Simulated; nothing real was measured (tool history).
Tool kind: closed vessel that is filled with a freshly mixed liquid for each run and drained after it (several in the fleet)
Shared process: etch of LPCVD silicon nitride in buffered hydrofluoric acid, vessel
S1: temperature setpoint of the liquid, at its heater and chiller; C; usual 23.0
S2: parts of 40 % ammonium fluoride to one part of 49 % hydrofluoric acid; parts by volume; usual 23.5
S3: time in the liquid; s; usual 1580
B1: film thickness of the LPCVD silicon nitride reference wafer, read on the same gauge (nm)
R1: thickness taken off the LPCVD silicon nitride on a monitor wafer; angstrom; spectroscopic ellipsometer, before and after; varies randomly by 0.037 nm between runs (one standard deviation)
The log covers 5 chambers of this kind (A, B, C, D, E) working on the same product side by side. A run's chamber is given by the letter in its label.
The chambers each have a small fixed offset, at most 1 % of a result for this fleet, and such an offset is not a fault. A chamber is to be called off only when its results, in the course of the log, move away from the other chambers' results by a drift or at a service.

run,hour,S1,S2,S3,B1,R1
1C,11.3,23.0,23.5,1580,119.96,91.002
2D,25.8,23.0,23.5,1580,120.00,90.109
3A,37.7,23.0,23.5,1580,120.01,89.816
# hour 47.4: chamber B: hydrofluoric acid flow meter replaced
4B,48.6,23.0,23.5,1580,119.99,90.832
5E,56.8,23.0,23.5,1580,120.03,89.352
6D,67.1,23.0,23.5,1580,119.97,89.958
7C,74.9,19.5,18.0,1580,120.00,91.596
8E,83.4,19.5,18.0,1580,120.00,91.487
9B,90.7,19.5,18.0,1580,120.03,92.463
10A,101.7,19.5,18.0,1580,119.98,91.995
11C,115.3,19.5,18.0,1580,120.03,90.629
12A,124.4,23.0,23.5,1580,120.01,89.058
13D,134.1,23.0,23.5,1580,120.00,91.141
14B,148.2,23.0,23.5,1580,120.03,90.232
15E,159.8,23.0,23.5,1580,120.05,89.439
16E,166.8,23.0,23.5,1580,120.01,89.608
17D,180.1,23.0,23.5,1580,120.01,89.853
18C,194.3,23.0,23.5,1580,119.99,89.521
19A,200.9,23.0,23.5,780,119.95,44.195
20B,212.6,23.0,23.5,780,120.01,44.652
21A,225.2,23.0,23.5,780,120.00,44.046
22C,238.2,23.0,23.5,780,119.99,43.415
23D,250.6,23.0,23.5,780,120.03,44.967
24B,262.9,23.0,23.5,1580,119.98,90.649
25E,272.8,23.0,23.5,1580,119.98,89.504
26E,282.1,23.0,23.5,1580,120.02,90.256
27B,289.1,23.0,23.5,2440,119.97,139.860
28D,296.2,23.0,23.5,2440,119.97,140.340
29C,302.9,23.0,23.5,2440,119.98,134.880
30A,314.9,23.0,23.5,2440,120.00,137.630
31D,325.7,23.0,23.5,2440,119.98,140.170
32A,339.5,23.0,23.5,1580,120.01,89.972
# hour 346.1: chamber D: hydrofluoric acid flow meter replaced
33C,346.7,23.0,23.5,1580,120.00,87.012
34B,359.2,23.0,23.5,1580,120.05,91.206
35E,366.4,23.0,23.5,1580,120.06,90.219
36E,379.5,23.0,23.5,1580,119.92,89.307
# hour 387.3: chamber C: thermometer replaced
37D,392.1,23.0,23.5,1580,119.96,90.650
# hour 403.9: chamber B: thermometer replaced
38B,405.3,23.0,23.5,1580,120.03,90.186
39A,417.9,23.0,23.5,1580,119.98,89.292
40C,430.3,23.0,23.5,1580,119.97,85.615

The same settings go to every chamber for the next run, one line per chamber below. Forecast the results for each:
41A,440.9,23.0,23.5,1580,,?
41B,440.9,23.0,23.5,1580,,?
41C,440.9,23.0,23.5,1580,,?
41D,440.9,23.0,23.5,1580,,?
41E,440.9,23.0,23.5,1580,,?

run,R1
41A,88.989
41B,90.133
41C,86.037
41D,89.815
41E,89.756
